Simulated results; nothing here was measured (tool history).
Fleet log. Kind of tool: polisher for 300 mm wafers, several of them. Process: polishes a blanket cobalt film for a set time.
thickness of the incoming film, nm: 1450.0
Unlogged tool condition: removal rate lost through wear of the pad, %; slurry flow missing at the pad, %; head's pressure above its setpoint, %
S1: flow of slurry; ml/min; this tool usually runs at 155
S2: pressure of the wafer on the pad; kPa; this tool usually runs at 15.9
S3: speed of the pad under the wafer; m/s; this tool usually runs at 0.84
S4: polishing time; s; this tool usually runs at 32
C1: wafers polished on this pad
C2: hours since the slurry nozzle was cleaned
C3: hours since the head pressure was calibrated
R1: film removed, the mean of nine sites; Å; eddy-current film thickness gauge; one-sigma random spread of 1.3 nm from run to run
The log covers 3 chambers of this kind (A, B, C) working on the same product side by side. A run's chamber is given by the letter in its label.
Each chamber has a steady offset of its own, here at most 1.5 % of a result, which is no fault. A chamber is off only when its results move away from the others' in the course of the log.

Run 1C, day 0.325: usual settings; C1 337; C2 535.0; C3 830.1. Result: R1 1850.2 Å.
Run 2B, day 0.900: usual settings; C1 342; C2 136.8; C3 122.7. Result: R1 1894.2 Å.
Run 3A, day 1.204: usual settings; C1 864; C2 31.4; C3 142.1. Result: R1 1884.4 Å.
Run 4A, day 1.742: usual settings; C1 1054; C2 44.3; C3 155.0. Result: R1 1874.6 Å.
At day 1.929: chamber A: worn pad replaced by a new one.
Run 5B, day 2.300: usual settings; C1 837; C2 170.4; C3 156.3. Result: R1 1870.0 Å.
At day 2.496: chamber C: worn pad replaced by a new one.
Run 6C, day 2.633: usual settings; C1 49; C2 590.4; C3 885.5. Result: R1 1861.9 Å.
At day 3.058: chamber B: worn pad replaced by a new one.
Run 7A, day 3.133: usual settings; C1 426; C2 77.7; C3 188.4. Result: R1 1869.7 Å.
Run 8B, day 3.675: usual settings; C1 219; C2 203.4; C3 189.3. Result: R1 1852.4 Å.
Run 9C, day 4.050: usual settings; C1 550; C2 624.4; C3 919.5. Result: R1 1845.8 Å.
Run 10C, day 4.367: usual settings; C1 662; C2 632.0; C3 927.1. Result: R1 1851.8 Å.
Run 11A, day 4.775: usual settings; C1 1007; C2 117.1; C3 227.8. Result: R1 1905.6 Å.
At day 4.862: chamber A: worn pad replaced by a new one.
At day 5.008: chamber C: worn pad replaced by a new one.
Run 12B, day 5.121: usual settings; C1 730; C2 238.1; C3 224.0. Result: R1 1865.1 Å.
At day 5.358: chamber C: slurry nozzle cleaned.
Run 13B, day 5.646: usual settings; C1 915; C2 250.7; C3 236.6. Result: R1 1870.3 Å.
Run 14C, day 6.129: usual settings; C1 397; C2 18.6; C3 969.4. Result: R1 1828.4 Å.
Run 15A, day 6.571: usual settings but S1 115 ml/min, S3 1.06 m/s; C1 604; C2 160.2; C3 270.9. Result: R1 2245.8 Å.
At day 6.596: chamber B: worn pad replaced by a new one.
Run 16C, day 6.933: usual settings but S1 115 ml/min, S3 1.06 m/s; C1 681; C2 37.9; C3 988.7. Result: R1 2224.4 Å.
Run 17B, day 7.350: usual settings but S1 115 ml/min, S3 1.06 m/s; C1 267; C2 291.6; C3 277.5. Result: R1 2171.8 Å.
At day 7.700: chamber A: worn pad replaced by a new one.
Run 18A, day 7.742: usual settings; C1 15; C2 188.3; C3 299.0. Result: R1 1890.2 Å.
At day 7.904: chamber C: worn pad replaced by a new one.
Run 19A, day 8.062: usual settings; C1 129; C2 196.0; C3 306.7. Result: R1 1876.7 Å.
Run 20C, day 8.388: usual settings; C1 171; C2 72.8; C3 1023.6. Result: R1 1872.5 Å.
Run 21B, day 8.762: usual settings; C1 766; C2 325.5; C3 311.4. Result: R1 1838.1 Å.
At day 9.196: chamber A: slurry nozzle cleaned.
Run 22C, day 9.204: usual settings; C1 460; C2 92.4; C3 1043.2. Result: R1 1885.4 Å.
At day 9.342: chamber B: worn pad replaced by a new one.
Run 23B, day 9.550: usual settings; C1 74; C2 344.4; C3 330.3. Result: R1 1811.6 Å.
Run 24A, day 10.117: usual settings but S3 1.10 m/s, S4 38 s; C1 855; C2 22.1; C3 356.0. Result: R1 2905.6 Å.
At day 10.217: chamber A: worn pad replaced by a new one.
Run 25A, day 10.450: usual settings but S3 1.10 m/s, S4 38 s; C1 82; C2 30.1; C3 364.0. Result: R1 2964.3 Å.
Run 26B, day 10.804: usual settings but S3 1.10 m/s, S4 38 s; C1 517; C2 374.5; C3 360.4. Result: R1 2823.7 Å.
At day 11.042: chamber C: worn pad replaced by a new one.
Run 27C, day 11.312: usual settings; C1 95; C2 143.0; C3 1093.8. Result: R1 1844.3 Å.
Run 28C, day 11.625: usual settings; C1 206; C2 150.5; C3 1101.3. Result: R1 1866.1 Å.
At day 11.688: chamber C: head pressure recalibrated.
At day 12.021: chamber B: worn pad replaced by a new one.
Run 29B, day 12.108: usual settings; C1 31; C2 405.8; C3 391.7. Result: R1 1795.8 Å.
Run 30A, day 12.517: usual settings; C1 813; C2 79.7; C3 413.6. Result: R1 1890.4 Å.
At day 12.862: chamber A: worn pad replaced by a new one.
Run 31C, day 13.075: usual settings; C1 718; C2 185.3; C3 33.4. Result: R1 1873.0 Å.
Run 32A, day 13.367: usual settings; C1 178; C2 100.1; C3 434.0. Result: R1 1863.8 Å.
Run 33B, day 13.929: usual settings; C1 675; C2 449.5; C3 435.4. Result: R1 1766.4 Å.
Run 34A, day 14.388: usual settings but S1 190 ml/min; C1 539; C2 124.6; C3 458.5. Result: R1 1932.3 Å.

Does one chamber stand apart from the rest, does the shared gauge drift, or is all well apart from small per-chamber offsets? Give the chamber and the most likely cause, where there is one.

Chamber B drifts away from the others.
Cause: slurry flow missing at the pad, % = 29.1.
The log might look much the same if the cause were instead: head's pressure below its setpoint, %.

Chamber B could run next with any of the 4 candidate recipes listed below; each alters the usual settings, and their results appear as question marks. Which one brings its results back in line with what the other chambers deliver on the usual settings?
In-line tolerance around the mean of the other chambers on the usual settings: R1 47.0 Å
Run 35B-1, day 14.817: usual settings but S3 0.86 m/s, S4 33 s. Result: R1 ?.
Run 35B-2, day 14.817: usual settings but S1 125 ml/min. Result: R1 ?.
Run 35B-3, day 14.817: usual settings but S3 0.82 m/s. Result: R1 ?.
Run 35B-4, day 14.817: usual settings but S3 0.86 m/s. Result: R1 ?.

Mean of the other chambers on the usual settings: R1 1869.3 Å
  run      R1
35B-1  1851.5
35B-2  1659.0
35B-3  1710.7
35B-4  1795.4
With 35B-1, the chamber falls back in line with the rest.
